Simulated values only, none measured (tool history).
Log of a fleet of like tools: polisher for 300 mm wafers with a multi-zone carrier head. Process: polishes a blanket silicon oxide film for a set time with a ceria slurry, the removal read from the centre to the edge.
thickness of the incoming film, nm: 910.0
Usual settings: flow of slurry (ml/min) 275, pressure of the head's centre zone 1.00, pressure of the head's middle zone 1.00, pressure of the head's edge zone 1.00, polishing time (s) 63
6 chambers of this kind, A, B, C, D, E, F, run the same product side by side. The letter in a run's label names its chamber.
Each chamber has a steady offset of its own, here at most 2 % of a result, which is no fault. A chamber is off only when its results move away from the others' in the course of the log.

| run | hour | flow of slurry (ml/min) | pressure of the head's centre zone | pressure of the head's middle zone | pressure of the head's edge zone | polishing time (s) | film removed at the wafer's centre (angstrom) | film removed at mid-radius (angstrom) | film removed at the wafer's edge (angstrom) |
|---|---|---|---|---|---|---|---|---|---|
| 1D | 11.8 | 275 | 1.00 | 1.00 | 1.00 | 63 | 2718.7 | 2664.7 | 2707.3 |
|  | 18.7 | chamber F: worn pad replaced by a new one |
| 2A | 19.4 | 275 | 1.00 | 1.00 | 1.00 | 63 | 2610.3 | 2686.6 | 2714.6 |
| 3C | 26.9 | 275 | 1.00 | 1.00 | 1.00 | 63 | 2617.2 | 2663.6 | 2705.0 |
| 4E | 39.5 | 275 | 1.00 | 1.00 | 1.00 | 63 | 2717.7 | 2633.1 | 2747.0 |
| 5B | 47.1 | 275 | 1.00 | 1.00 | 1.00 | 63 | 2616.6 | 2695.8 | 2570.8 |
|  | 47.2 | chamber A: worn pad replaced by a new one |
| 6F | 60.2 | 275 | 1.00 | 1.00 | 1.00 | 63 | 2746.6 | 2704.6 | 2643.5 |
| 7B | 68.8 | 275 | 1.00 | 1.00 | 0.96 | 63 | 2613.1 | 2658.5 | 2598.1 |
|  | 71.2 | chamber D: worn pad replaced by a new one |
|  | 71.5 | chamber E: edge zone pressure recalibrated |
|  | 73.5 | chamber E: worn pad replaced by a new one |
| 8E | 79.4 | 275 | 1.00 | 1.00 | 0.96 | 63 | 2681.0 | 2664.4 | 2607.1 |
|  | 87.9 | chamber C: worn pad replaced by a new one |
| 9F | 91.4 | 275 | 1.00 | 1.00 | 0.96 | 63 | 2715.3 | 2632.8 | 2662.3 |
|  | 92.6 | chamber F: worn pad replaced by a new one |
| 10A | 101.5 | 275 | 1.00 | 1.00 | 0.96 | 63 | 2637.7 | 2673.1 | 2640.5 |
| 11C | 112.4 | 275 | 1.00 | 1.00 | 0.96 | 63 | 2736.8 | 2764.0 | 2596.3 |
|  | 117.6 | chamber C: centre zone pressure recalibrated |
|  | 122.4 | chamber E: slurry nozzle cleaned |
| 12D | 122.4 | 275 | 1.00 | 1.00 | 0.96 | 63 | 2642.5 | 2655.5 | 2576.0 |
|  | 132.8 | chamber A: worn pad replaced by a new one |
| 13E | 135.4 | 275 | 1.00 | 1.00 | 1.00 | 63 | 2620.0 | 2668.9 | 2716.0 |
|  | 140.4 | chamber E: centre zone pressure recalibrated |
| 14F | 144.6 | 275 | 1.00 | 1.00 | 1.00 | 63 | 2760.9 | 2638.7 | 2687.1 |
| 15C | 157.1 | 275 | 1.00 | 1.00 | 1.00 | 63 | 2643.8 | 2702.3 | 2688.0 |
|  | 158.2 | chamber C: slurry nozzle cleaned |
|  | 159.8 | chamber E: worn pad replaced by a new one |
|  | 161.7 | chamber D: worn pad replaced by a new one |
| 16D | 163.8 | 275 | 1.00 | 1.00 | 1.00 | 63 | 2643.5 | 2700.4 | 2681.4 |
|  | 167.4 | chamber F: worn pad replaced by a new one |
| 17B | 171.0 | 275 | 1.00 | 1.00 | 1.00 | 63 | 2566.9 | 2678.5 | 2586.9 |
|  | 175.8 | chamber C: edge zone pressure recalibrated |
| 18A | 177.7 | 275 | 1.00 | 1.00 | 1.00 | 63 | 2652.7 | 2730.5 | 2607.2 |
|  | 180.8 | chamber C: worn pad replaced by a new one |
| 19F | 191.1 | 275 | 1.00 | 1.00 | 1.00 | 63 | 2733.8 | 2669.6 | 2771.9 |
| 20C | 197.2 | 275 | 1.00 | 1.00 | 1.00 | 63 | 2648.6 | 2719.2 | 2709.3 |
|  | 208.5 | chamber A: worn pad replaced by a new one |
| 21D | 209.1 | 275 | 1.00 | 1.00 | 1.00 | 63 | 2637.3 | 2755.4 | 2731.5 |
| 22E | 218.9 | 275 | 1.00 | 1.00 | 1.00 | 63 | 2637.5 | 2663.4 | 2766.6 |
| 23B | 225.0 | 275 | 1.00 | 1.00 | 0.92 | 63 | 2472.1 | 2536.7 | 2456.7 |
|  | 228.1 | chamber A: edge zone pressure recalibrated |
| 24A | 235.8 | 275 | 1.00 | 1.00 | 0.92 | 63 | 2620.9 | 2774.3 | 2550.2 |
|  | 235.9 | chamber D: worn pad replaced by a new one |
|  | 245.3 | chamber F: worn pad replaced by a new one |
|  | 245.9 | chamber E: worn pad replaced by a new one |
| 25A | 248.3 | 275 | 1.00 | 1.00 | 0.92 | 63 | 2697.6 | 2706.8 | 2569.3 |
| 26C | 256.4 | 275 | 1.00 | 1.00 | 0.92 | 63 | 2593.1 | 2696.1 | 2627.9 |
|  | 260.7 | chamber A: slurry nozzle cleaned |
| 27D | 270.2 | 275 | 1.00 | 1.00 | 0.92 | 63 | 2694.4 | 2623.3 | 2574.4 |
|  | 271.0 | chamber A: centre zone pressure recalibrated |
| 28F | 278.5 | 275 | 1.00 | 1.00 | 0.92 | 63 | 2718.3 | 2679.0 | 2623.6 |
|  | 286.0 | chamber C: worn pad replaced by a new one |
| 29E | 287.5 | 275 | 1.00 | 1.00 | 1.00 | 63 | 2625.1 | 2621.3 | 2636.5 |
|  | 292.9 | chamber A: worn pad replaced by a new one |
| 30B | 295.1 | 275 | 1.00 | 1.00 | 1.00 | 63 | 2535.2 | 2537.7 | 2497.5 |
| 31D | 301.8 | 275 | 1.00 | 1.00 | 1.00 | 63 | 2725.4 | 2669.6 | 2648.3 |
|  | 310.5 | chamber D: worn pad replaced by a new one |
| 32F | 312.1 | 275 | 1.00 | 1.00 | 1.00 | 63 | 2727.0 | 2636.5 | 2719.8 |
|  | 315.5 | chamber B: edge zone pressure recalibrated |
|  | 319.5 | chamber E: worn pad replaced by a new one |
|  | 321.3 | chamber D: slurry nozzle cleaned |
| 33A | 325.3 | 275 | 1.00 | 1.00 | 1.00 | 63 | 2673.0 | 2665.7 | 2607.3 |
| 34C | 333.0 | 275 | 1.00 | 1.00 | 1.00 | 63 | 2649.2 | 2718.3 | 2655.5 |
|  | 336.6 | chamber F: worn pad replaced by a new one |
| 35B | 345.4 | 275 | 1.00 | 1.00 | 1.00 | 63 | 2454.9 | 2464.2 | 2424.5 |
| 36E | 352.1 | 200 | 1.00 | 0.96 | 1.00 | 63 | 2472.9 | 2456.1 | 2644.4 |
| 37E | 365.2 | 200 | 1.00 | 0.96 | 1.00 | 63 | 2553.4 | 2413.8 | 2669.5 |
|  | 374.8 | chamber A: worn pad replaced by a new one |
| 38F | 378.7 | 200 | 1.00 | 0.96 | 1.00 | 63 | 2633.3 | 2464.0 | 2593.4 |
|  | 379.6 | chamber D: worn pad replaced by a new one |
|  | 384.2 | chamber D: centre zone pressure recalibrated |
| 39A | 391.6 | 200 | 1.00 | 0.96 | 1.00 | 63 | 2532.8 | 2519.1 | 2544.5 |
| 40D | 405.4 | 200 | 1.00 | 0.96 | 1.00 | 63 | 2503.2 | 2474.9 | 2594.4 |

Is one chamber off against the others, does the gauge drift, or is nothing wrong? If a chamber is off, say which, and what the likeliest cause is.

Chamber B drifts away from the others.
Cause: removal rate lost through wear of the pad, % = 10.5.

Here are 4 candidates for chamber B's next run, each the usual settings with a change, their results left as question marks. Which one brings its results back in line with what the others give on the usual settings?
In line means no further than this from the other chambers' mean on the usual settings: film removed at the wafer's centre (angstrom) 130.0; film removed at mid-radius (angstrom) 120.0; film removed at the wafer's edge (angstrom) 140.0
| 41B-1 | 415.3 | 280 | 0.99 | 0.98 | 1.03 | 81 | ? | ? | ? |
| 41B-2 | 415.3 | 275 | 1.00 | 0.99 | 1.01 | 70 | ? | ? | ? |
| 41B-3 | 415.3 | 275 | 1.00 | 1.01 | 0.99 | 56 | ? | ? | ? |
| 41B-4 | 415.3 | 270 | 1.01 | 1.02 | 0.97 | 49 | ? | ? | ? |

The other chambers' mean on the usual settings: film removed at the wafer's centre (angstrom) 2674.4; film removed at mid-radius (angstrom) 2673.0; film removed at the wafer's edge (angstrom) 2690.4
| run | film removed at the wafer's centre (angstrom) | film removed at mid-radius (angstrom) | film removed at the wafer's edge (angstrom) |
|---|---|---|---|
| 41B-1 | 3045.5 | 3025.3 | 3082.4 |
| 41B-2 | 2655.2 | 2633.6 | 2632.4 |
| 41B-3 | 2124.5 | 2145.8 | 2083.6 |
| 41B-4 | 1875.0 | 1890.7 | 1801.1 |
41B-2 brings the chamber back in line.

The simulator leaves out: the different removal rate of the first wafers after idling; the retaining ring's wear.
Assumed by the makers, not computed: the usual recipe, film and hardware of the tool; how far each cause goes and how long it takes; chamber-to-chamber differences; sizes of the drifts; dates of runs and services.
